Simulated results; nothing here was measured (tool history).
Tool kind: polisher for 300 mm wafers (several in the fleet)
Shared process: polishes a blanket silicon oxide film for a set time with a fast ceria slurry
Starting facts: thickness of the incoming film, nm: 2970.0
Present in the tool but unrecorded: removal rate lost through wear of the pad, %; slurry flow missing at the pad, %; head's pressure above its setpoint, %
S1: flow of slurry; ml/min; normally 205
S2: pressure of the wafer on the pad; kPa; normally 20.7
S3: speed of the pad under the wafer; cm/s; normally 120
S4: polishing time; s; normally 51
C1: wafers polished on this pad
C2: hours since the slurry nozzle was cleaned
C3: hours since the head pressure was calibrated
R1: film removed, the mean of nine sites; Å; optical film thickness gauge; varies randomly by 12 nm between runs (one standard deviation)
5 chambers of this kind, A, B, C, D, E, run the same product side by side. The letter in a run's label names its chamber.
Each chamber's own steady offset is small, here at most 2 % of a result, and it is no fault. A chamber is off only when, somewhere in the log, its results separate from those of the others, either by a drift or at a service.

run	hour	S1	S2	S3	S4	C1	C2	C3	R1
1A	12.2	205	20.7	120	51	987	156.8	463.6	10656
2B	21.2	205	20.7	120	51	230	158.5	390.3	10569
3E	34.2	205	20.7	120	51	373	416.4	354.8	10517
# hour 35.7: chamber D: worn pad replaced by a new one
# hour 38.7: chamber C: worn pad replaced by a new one
# hour 39.9: chamber A: head pressure recalibrated
4D	44.4	205	20.7	120	51	90	264.7	868.1	10884
5C	52.6	205	20.7	120	51	144	212	638.6	10755
6A	64.8	205	20.7	120	51	1534	209.4	25	10773
7E	75.5	205	20.7	120	51	802	457.7	396.1	10605
# hour 75.7: chamber A: worn pad replaced by a new one
8B	84.3	205	20.7	120	51	887	221.6	453.4	10415
# hour 88.2: chamber E: worn pad replaced by a new one
9C	95.9	205	20.7	120	51	595	255.3	681.9	10857
# hour 104.1: chamber B: worn pad replaced by a new one
10D	109	205	20.7	120	51	763	329.3	932.7	10669
# hour 110.1: chamber C: slurry nozzle cleaned
# hour 119.1: chamber D: worn pad replaced by a new one
11E	120.6	205	20.7	120	51	338	502.8	441.2	10773
12B	132.7	150	20.7	120	51	297	270	501.8	10092
13C	148.1	150	20.7	120	51	1139	38.1	734.1	10144
14A	163.6	150	20.7	120	51	915	308.2	123.8	10097
# hour 170.7: chamber C: worn pad replaced by a new one
15D	177.1	150	20.7	120	51	604	397.4	1000.8	10299
16C	185.6	150	20.7	120	51	156	75.6	771.6	10368
# hour 187: chamber E: worn pad replaced by a new one
17B	197.5	205	20.7	120	51	972	334.8	566.6	10496
# hour 200: chamber D: slurry nozzle cleaned
# hour 205.5: chamber B: worn pad replaced by a new one
18E	207.4	205	20.7	120	51	212	589.6	528	10597
# hour 216.6: chamber D: worn pad replaced by a new one
19A	217.3	205	20.7	120	51	1474	361.9	177.5	10554
20D	226.5	205	20.7	120	51	103	26.6	1050.2	10883
# hour 239.1: chamber A: worn pad replaced by a new one
21C	241.3	205	20.7	120	51	735	131.3	827.3	10832
22B	255.1	205	20.7	120	51	516	392.4	624.2	10788
23E	262.4	205	20.7	120	51	785	644.6	583	10636
# hour 265.2: chamber A: slurry nozzle cleaned
24D	270.1	205	20.7	120	51	557	70.2	1093.8	10697
# hour 272.9: chamber E: head pressure recalibrated
25A	279.5	205	20.7	120	51	420	14.4	239.7	10833
# hour 279.9: chamber D: head pressure recalibrated
# hour 284.7: chamber E: worn pad replaced by a new one
# hour 290.6: chamber C: worn pad replaced by a new one
26C	294.4	205	20.7	120	51	39	184.4	880.4	10899
# hour 295.1: chamber B: worn pad replaced by a new one
27B	303.5	205	20.7	120	51	87	440.8	672.6	10770
# hour 311.8: chamber D: worn pad replaced by a new one
28E	316.2	205	24.8	120	62	328	698.4	43.3	15531
# hour 318.8: chamber E: slurry nozzle cleaned
# hour 327: chamber C: slurry nozzle cleaned
29D	332	205	24.8	120	62	210	132.1	52.2	15904
30A	343.3	205	24.8	120	62	1084	78.2	303.5	15283
31B	357.9	205	24.8	120	62	654	495.2	727	16039
32E	371.3	205	24.8	120	62	902	52.5	98.4	15631
# hour 373.1: chamber E: worn pad replaced by a new one
# hour 379.1: chamber B: worn pad replaced by a new one
# hour 381.5: chamber A: worn pad replaced by a new one
33C	386.6	205	20.7	120	51	999	59.7	972.6	10668
# hour 393.1: chamber C: head pressure recalibrated
34D	401.8	205	20.7	120	51	937	201.9	122	10660
# hour 404.5: chamber D: worn pad replaced by a new one
35A	410.7	205	20.7	120	51	304	145.6	370.9	10663
# hour 413: chamber B: slurry nozzle cleaned
36A	418.1	205	20.7	120	51	381	153	378.3	10654
# hour 430.8: chamber C: worn pad replaced by a new one
37D	432.9	205	20.7	120	51	296	233	153.1	10602
38C	443.7	205	20.7	120	51	134	116.8	50.7	10839
39E	454.5	205	20.7	120	51	847	135.7	181.6	10546
40B	464.4	205	20.7	120	51	888	51.4	833.5	11476
# hour 466.9: chamber B: worn pad replaced by a new one
41B	472.6	205	20.7	120	51	59	59.6	841.7	11216
# hour 478.8: chamber E: worn pad replaced by a new one
42E	483.3	235	20.7	120	63	47	164.5	210.4	13441

Read the log: is a single chamber off, either drifting away or since a service, is the gauge that measures every chamber drifting, or is nothing wrong beyond small per-chamber offsets? Name any odd chamber and what most likely caused it.

Chamber B drifts away from the others.
Most likely cause: head's pressure above its setpoint, % = 7.84.

Here are 4 candidates for chamber B's next run, each the usual settings with a change, their results left as question marks. Which one brings its results back in line with what the others give on the usual settings?
In line here means within this much of the mean the other chambers give on the usual settings: R1 400 Å
43B-1	495.2	205	21.4	122	52				?
43B-2	495.2	205	20.7	112	48				?
43B-3	495.2	205	20	118	50				?
43B-4	495.2	205	22.1	120	54				?

The other chambers' mean on the usual settings: R1 10677 Å
run	R1
43B-1	12074
43B-2	9918.5
43B-3	10518
43B-4	12729
With 43B-3, the chamber falls back in line with the rest.
